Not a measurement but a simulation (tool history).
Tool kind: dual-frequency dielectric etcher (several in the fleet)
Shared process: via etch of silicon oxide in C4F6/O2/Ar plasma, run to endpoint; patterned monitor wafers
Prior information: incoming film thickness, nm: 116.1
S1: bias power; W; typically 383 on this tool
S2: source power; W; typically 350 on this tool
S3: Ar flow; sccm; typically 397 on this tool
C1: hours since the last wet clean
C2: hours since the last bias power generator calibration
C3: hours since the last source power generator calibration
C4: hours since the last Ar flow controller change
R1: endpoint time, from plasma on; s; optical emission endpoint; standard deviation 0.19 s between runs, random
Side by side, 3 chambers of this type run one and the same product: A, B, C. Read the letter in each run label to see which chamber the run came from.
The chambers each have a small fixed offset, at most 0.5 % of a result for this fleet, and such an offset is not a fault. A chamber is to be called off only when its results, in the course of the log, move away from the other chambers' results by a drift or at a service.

| run | day | S1 | S2 | S3 | C1 | C2 | C3 | C4 | R1 |
|---|---|---|---|---|---|---|---|---|---|
| 1A | 0.254 | 383 | 350 | 397 | 317.7 | 2354.1 | 1232.8 | 1418 | 30.885 |
| 2C | 0.558 | 383 | 350 | 397 | 17.6 | 830.1 | 4009.4 | 3989.6 | 30.357 |
| 3B | 0.867 | 383 | 350 | 397 | 518.1 | 2785.4 | 919.8 | 639.6 | 30.649 |
| 4A | 1.096 | 383 | 350 | 397 | 337.9 | 2374.3 | 1253 | 1438.2 | 30.694 |
| 5B | 1.412 | 383 | 350 | 397 | 531.2 | 2798.5 | 932.9 | 652.7 | 30.566 |
| 6C | 1.583 | 383 | 350 | 397 | 42.2 | 854.7 | 4034 | 4014.2 | 30.671 |
| 7C | 1.8 | 383 | 350 | 397 | 47.4 | 859.9 | 4039.2 | 4019.4 | 30.667 |
| 8B | 1.962 | 383 | 350 | 397 | 544.4 | 2811.7 | 946.1 | 665.9 | 30.698 |
| 9A | 2.217 | 383 | 350 | 397 | 364.8 | 2401.2 | 1279.9 | 1465.1 | 30.483 |
| 10A | 2.454 | 320 | 300 | 397 | 370.5 | 2406.9 | 1285.6 | 1470.8 | 34.683 |
| 11B | 2.746 | 320 | 300 | 397 | 563.2 | 2830.5 | 964.9 | 684.7 | 34.379 |
| 12C | 2.912 | 320 | 300 | 397 | 74.1 | 886.6 | 4065.9 | 4046.1 | 34.094 |
| 13A | 3.138 | 383 | 350 | 397 | 386.9 | 2423.3 | 1302 | 1487.2 | 30.96 |
| 14B | 3.404 | 383 | 350 | 397 | 579 | 2846.3 | 980.7 | 700.5 | 30.83 |
| 15C | 3.642 | 383 | 350 | 397 | 91.6 | 904.1 | 4083.4 | 4063.6 | 30.603 |
| 16A | 3.879 | 383 | 350 | 397 | 404.7 | 2441.1 | 1319.8 | 1505 | 30.466 |
|  | 4.071 | chamber B: wet clean of the chamber |
| 17C | 4.096 | 383 | 350 | 397 | 102.5 | 915 | 4094.3 | 4074.5 | 30.79 |
| 18B | 4.367 | 383 | 350 | 397 | 7.1 | 2869.4 | 1003.8 | 723.6 | 32.245 |
| 19A | 4.525 | 383 | 350 | 397 | 420.2 | 2456.6 | 1335.3 | 1520.5 | 30.516 |
| 20C | 4.696 | 383 | 350 | 397 | 116.9 | 929.4 | 4108.7 | 4088.9 | 30.568 |
| 21B | 4.962 | 383 | 350 | 397 | 21.4 | 2883.7 | 1018.1 | 737.9 | 32.258 |
| 22A | 5.208 | 383 | 350 | 397 | 436.6 | 2473 | 1351.7 | 1536.9 | 30.8 |
| 23C | 5.45 | 383 | 350 | 461 | 135 | 947.5 | 4126.8 | 4107 | 31.144 |
| 24B | 5.758 | 383 | 350 | 461 | 40.5 | 2902.8 | 1037.2 | 757 | 32.554 |
| 25B | 5.996 | 383 | 350 | 461 | 46.2 | 2908.5 | 1042.9 | 762.7 | 32.745 |
| 26A | 6.296 | 383 | 350 | 397 | 462.7 | 2499.1 | 1377.8 | 1563 | 30.695 |
| 27C | 6.512 | 383 | 350 | 397 | 160.5 | 973 | 4152.3 | 4132.5 | 30.415 |
| 28C | 6.708 | 383 | 420 | 476 | 165.2 | 977.7 | 4157 | 4137.2 | 29.132 |
| 29A | 7.004 | 383 | 420 | 476 | 479.7 | 2516.1 | 1394.8 | 1580 | 29.228 |
| 30B | 7.354 | 383 | 420 | 476 | 78.8 | 2941.1 | 1075.5 | 795.3 | 30.26 |
| 31C | 7.575 | 383 | 350 | 397 | 186 | 998.5 | 4177.8 | 4158 | 30.46 |
| 32A | 7.829 | 383 | 350 | 397 | 499.5 | 2535.9 | 1414.6 | 1599.8 | 30.553 |
| 33B | 8.158 | 383 | 350 | 397 | 98.1 | 2960.4 | 1094.8 | 814.6 | 31.965 |
| 34A | 8.475 | 383 | 350 | 397 | 515 | 2551.4 | 1430.1 | 1615.3 | 30.776 |
| 35C | 8.654 | 383 | 350 | 397 | 211.9 | 1024.4 | 4203.7 | 4183.9 | 30.673 |
| 36B | 8.846 | 383 | 350 | 397 | 114.6 | 2976.9 | 1111.3 | 831.1 | 32.334 |
| 37A | 9.096 | 383 | 350 | 397 | 529.9 | 2566.3 | 1445 | 1630.2 | 30.504 |
| 38B | 9.433 | 383 | 350 | 397 | 128.7 | 2991 | 1125.4 | 845.2 | 31.947 |
| 39C | 9.721 | 383 | 420 | 397 | 237.5 | 1050 | 4229.3 | 4209.5 | 28.328 |
| 40A | 9.996 | 383 | 420 | 397 | 551.5 | 2587.9 | 1466.6 | 1651.8 | 28.725 |
| 41B | 10.212 | 383 | 420 | 397 | 147.4 | 3009.7 | 1144.1 | 863.9 | 29.811 |
| 42C | 10.404 | 454 | 350 | 397 | 253.9 | 1066.4 | 4245.7 | 4225.9 | 28.901 |

Which is it: a chamber that has drifted or been left off by a service, a gauge drift common to all chambers, or only each chamber's usual small offset? If a chamber is off, name it and its likeliest cause.

After it was serviced, chamber B no longer matches the other chambers.
Likeliest cause: etch rate under this chamber's usual, % = 4.43.

Chamber B could run next with any of the 4 candidate recipes listed below; each alters the usual settings, and their results appear as question marks. Which one brings its results back in line with what the other chambers deliver on the usual settings?
Allowed miss from the other chambers' usual-settings mean, per result, to count as in line: R1 0.67 s
| 43B-1 | 10.658 | 383 | 400 | 397 |  |  |  |  | ? |
| 43B-2 | 10.658 | 392 | 350 | 394 |  |  |  |  | ? |
| 43B-3 | 10.658 | 378 | 350 | 397 |  |  |  |  | ? |
| 43B-4 | 10.658 | 383 | 310 | 410 |  |  |  |  | ? |

Average result of the remaining chambers running the usual settings: R1 30.641 s
| run | R1 |
|---|---|
| 43B-1 | 30.472 |
| 43B-2 | 31.742 |
| 43B-3 | 32.193 |
| 43B-4 | 33.651 |
Change 43B-1 lands the chamber within the allowed miss of the other chambers.
